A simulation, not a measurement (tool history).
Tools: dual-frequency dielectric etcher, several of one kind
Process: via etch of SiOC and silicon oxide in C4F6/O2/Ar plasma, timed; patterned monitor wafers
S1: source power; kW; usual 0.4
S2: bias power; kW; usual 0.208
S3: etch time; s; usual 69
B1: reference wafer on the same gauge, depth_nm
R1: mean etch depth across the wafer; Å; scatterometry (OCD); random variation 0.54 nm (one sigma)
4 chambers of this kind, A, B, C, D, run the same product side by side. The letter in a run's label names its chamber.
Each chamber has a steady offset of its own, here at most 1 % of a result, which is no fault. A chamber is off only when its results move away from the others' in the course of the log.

run 1D hour=6.7 | S1=0.4 S2=0.208 S3=69 | B1=65.956 | R1=816.24
run 2A hour=14.2 | S1=0.4 S2=0.208 S3=69 | B1=65.785 | R1=808.5
run 3B hour=18.6 | S1=0.4 S2=0.208 S3=69 | B1=65.839 | R1=825.62
run 4C hour=23.6 | S1=0.4 S2=0.208 S3=69 | B1=65.818 | R1=821.04
run 5B hour=27.7 | S1=0.4 S2=0.208 S3=69 | B1=65.798 | R1=820.79
run 6D hour=33.1 | S1=0.4 S2=0.208 S3=69 | B1=65.843 | R1=819.65
run 7A hour=36.5 | S1=0.4 S2=0.208 S3=69 | B1=65.736 | R1=806.51
run 8C hour=40.9 | S1=0.4 S2=0.208 S3=69 | B1=65.731 | R1=818.61
run 9D hour=46.4 | S1=0.4 S2=0.208 S3=69 | B1=65.818 | R1=817.88
run 10A hour=50.7 | S1=0.31 S2=0.208 S3=86.5 | B1=65.703 | R1=913.09
run 11C hour=56.4 | S1=0.31 S2=0.208 S3=86.5 | B1=65.816 | R1=921.55
-- hour=56.8 chamber A: wet clean of the chamber
run 12B hour=59.8 | S1=0.31 S2=0.208 S3=86.5 | B1=65.804 | R1=934.33
run 13D hour=66.3 | S1=0.31 S2=0.208 S3=86.5 | B1=65.753 | R1=928
run 14C hour=71.8 | S1=0.4 S2=0.208 S3=69 | B1=65.892 | R1=805.64
-- hour=74.1 chamber D: wet clean of the chamber
run 15A hour=75.8 | S1=0.4 S2=0.208 S3=69 | B1=65.819 | R1=806.9
run 16B hour=79.2 | S1=0.34 S2=0.208 S3=69 | B1=65.802 | R1=758.86
run 17A hour=85.8 | S1=0.34 S2=0.208 S3=69 | B1=65.799 | R1=756.92
run 18B hour=91.5 | S1=0.34 S2=0.208 S3=69 | B1=65.822 | R1=758.47
run 19C hour=98.2 | S1=0.34 S2=0.208 S3=69 | B1=65.744 | R1=757.62
run 20D hour=104 | S1=0.4 S2=0.208 S3=69 | B1=65.858 | R1=819.73
run 21A hour=109.5 | S1=0.4 S2=0.208 S3=69 | B1=65.843 | R1=806.23
run 22D hour=115.5 | S1=0.4 S2=0.239 S3=82.5 | B1=65.737 | R1=1029.7
run 23B hour=121.4 | S1=0.4 S2=0.239 S3=82.5 | B1=65.8 | R1=978.25
run 24C hour=125.1 | S1=0.4 S2=0.239 S3=82.5 | B1=65.763 | R1=1022

Is one chamber off against the others, does the gauge drift, or is nothing wrong? If a chamber is off, say which, and what the likeliest cause is.

Chamber B drifts away from the others.
Cause: etch rate under this chamber's usual, % = 5.25.

Here are 4 candidates for chamber B's next run, each the usual settings with a change, their results left as question marks. Which one brings its results back in line with what the others give on the usual settings?
In line means no further than this from the other chambers' mean on the usual settings: R1 19 Å
run 25B-1 hour=130.6 | S1=0.4 S2=0.208 S3=66 | R1=?
run 25B-2 hour=130.6 | S1=0.39 S2=0.205 S3=64 | R1=?
run 25B-3 hour=130.6 | S1=0.4 S2=0.208 S3=71.5 | R1=?
run 25B-4 hour=130.6 | S1=0.4 S2=0.208 S3=75 | R1=?

The other chambers' mean on the usual settings: R1 813.77 Å
run=25B-1 R1=746.52
run=25B-2 R1=713.55
run=25B-3 R1=808.73
run=25B-4 R1=848.31
25B-3 brings the chamber back in line.

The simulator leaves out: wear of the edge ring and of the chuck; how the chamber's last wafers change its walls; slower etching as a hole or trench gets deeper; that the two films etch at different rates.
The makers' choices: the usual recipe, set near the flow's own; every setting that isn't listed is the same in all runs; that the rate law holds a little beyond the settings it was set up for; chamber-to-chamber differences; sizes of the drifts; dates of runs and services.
